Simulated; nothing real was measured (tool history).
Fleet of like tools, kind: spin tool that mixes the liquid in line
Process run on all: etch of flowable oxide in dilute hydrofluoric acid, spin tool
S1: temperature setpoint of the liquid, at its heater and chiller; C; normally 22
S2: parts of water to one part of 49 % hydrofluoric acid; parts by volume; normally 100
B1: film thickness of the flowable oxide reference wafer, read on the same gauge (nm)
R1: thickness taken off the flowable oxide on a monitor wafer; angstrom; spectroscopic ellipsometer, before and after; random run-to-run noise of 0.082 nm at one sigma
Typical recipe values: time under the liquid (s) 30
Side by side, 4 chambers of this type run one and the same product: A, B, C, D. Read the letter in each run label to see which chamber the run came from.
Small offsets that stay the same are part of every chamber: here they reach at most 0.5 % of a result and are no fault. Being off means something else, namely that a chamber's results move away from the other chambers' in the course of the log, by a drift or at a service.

{"run": "1C", "hour": 3.2, "S1": 22, "S2": 100, "time under the liquid (s)": 30, "B1": 140.0, "R1": 89.744}
{"run": "2B", "hour": 8.0, "S1": 22, "S2": 100, "time under the liquid (s)": 30, "B1": 140.08, "R1": 91.122}
{"run": "3D", "hour": 12.9, "S1": 22, "S2": 100, "time under the liquid (s)": 30, "B1": 140.01, "R1": 89.776}
{"run": "4A", "hour": 17.6, "S1": 22, "S2": 100, "time under the liquid (s)": 30, "B1": 140.05, "R1": 87.84}
{"run": "5C", "hour": 21.3, "S1": 22, "S2": 100, "time under the liquid (s)": 30, "B1": 139.97, "R1": 90.194}
{"run": "6D", "hour": 25.3, "S1": 24, "S2": 100, "time under the liquid (s)": 30, "B1": 139.97, "R1": 96.098}
{"run": "7B", "hour": 30.8, "S1": 24, "S2": 100, "time under the liquid (s)": 30, "B1": 139.95, "R1": 98.436}
{"run": "8A", "hour": 36.1, "S1": 24, "S2": 100, "time under the liquid (s)": 30, "B1": 140.04, "R1": 96.611}
{"run": "9B", "hour": 40.5, "S1": 24, "S2": 100, "time under the liquid (s)": 30, "B1": 140.04, "R1": 98.526}
{"run": "10D", "hour": 45.7, "S1": 22, "S2": 125, "time under the liquid (s)": 30, "B1": 140.06, "R1": 69.883}
{"run": "11A", "hour": 50.1, "S1": 22, "S2": 125, "time under the liquid (s)": 30, "B1": 140.03, "R1": 70.318}
{"run": "12C", "hour": 53.7, "S1": 22, "S2": 125, "time under the liquid (s)": 30, "B1": 140.07, "R1": 69.175}
{"run": "13A", "hour": 59.0, "S1": 22, "S2": 125, "time under the liquid (s)": 30, "B1": 139.99, "R1": 68.923}
{"run": "14B", "hour": 62.0, "S1": 22, "S2": 100, "time under the liquid (s)": 30, "B1": 140.0, "R1": 91.035}
{"run": "15D", "hour": 65.7, "S1": 22, "S2": 100, "time under the liquid (s)": 30, "B1": 140.04, "R1": 90.238}
{"run": "16C", "hour": 69.9, "S1": 22, "S2": 100, "time under the liquid (s)": 30, "B1": 140.03, "R1": 92.286}
{"run": "17B", "hour": 73.6, "S1": 22, "S2": 100, "time under the liquid (s)": 30, "B1": 140.02, "R1": 89.088}
{"run": "18A", "hour": 77.1, "S1": 22, "S2": 100, "time under the liquid (s)": 15, "B1": 139.98, "R1": 44.557}
{"run": "19D", "hour": 80.6, "S1": 22, "S2": 100, "time under the liquid (s)": 15, "B1": 139.96, "R1": 44.663}
{"run": "20C", "hour": 85.0, "S1": 22, "S2": 100, "time under the liquid (s)": 15, "B1": 140.04, "R1": 46.624}
{"run": "21D", "hour": 88.2, "S1": 22, "S2": 100, "time under the liquid (s)": 15, "B1": 139.97, "R1": 44.613}
{"hour": 89.3, "done": "chamber A: hydrofluoric acid flow meter replaced"}
{"run": "22A", "hour": 91.3, "S1": 22, "S2": 100, "time under the liquid (s)": 30, "B1": 139.97, "R1": 89.794}
{"run": "23C", "hour": 94.9, "S1": 22, "S2": 100, "time under the liquid (s)": 30, "B1": 140.04, "R1": 94.2}
{"run": "24B", "hour": 99.8, "S1": 22, "S2": 100, "time under the liquid (s)": 30, "B1": 140.02, "R1": 90.899}
{"run": "25D", "hour": 104.0, "S1": 22, "S2": 100, "time under the liquid (s)": 30, "B1": 139.97, "R1": 88.689}
{"run": "26C", "hour": 108.4, "S1": 22, "S2": 100, "time under the liquid (s)": 30, "B1": 140.04, "R1": 94.848}
{"run": "27B", "hour": 111.7, "S1": 22, "S2": 100, "time under the liquid (s)": 30, "B1": 140.04, "R1": 90.951}
{"run": "28A", "hour": 117.2, "S1": 22, "S2": 100, "time under the liquid (s)": 30, "B1": 139.97, "R1": 88.942}
{"run": "29A", "hour": 122.3, "S1": 22, "S2": 100, "time under the liquid (s)": 30, "B1": 139.98, "R1": 89.486}

Next, all 4 chambers run the settings below, one line each with question marks for the results. What does each chamber give?
{"run": "30A", "hour": 126.2, "S1": 22, "S2": 100, "time under the liquid (s)": 30, "R1": "?"}
{"run": "30B", "hour": 126.2, "S1": 22, "S2": 100, "time under the liquid (s)": 30, "R1": "?"}
{"run": "30C", "hour": 126.2, "S1": 22, "S2": 100, "time under the liquid (s)": 30, "R1": "?"}
{"run": "30D", "hour": 126.2, "S1": 22, "S2": 100, "time under the liquid (s)": 30, "R1": "?"}

run=30A R1=89.048
run=30B R1=91.972
run=30C R1=94.637
run=30D R1=89.251

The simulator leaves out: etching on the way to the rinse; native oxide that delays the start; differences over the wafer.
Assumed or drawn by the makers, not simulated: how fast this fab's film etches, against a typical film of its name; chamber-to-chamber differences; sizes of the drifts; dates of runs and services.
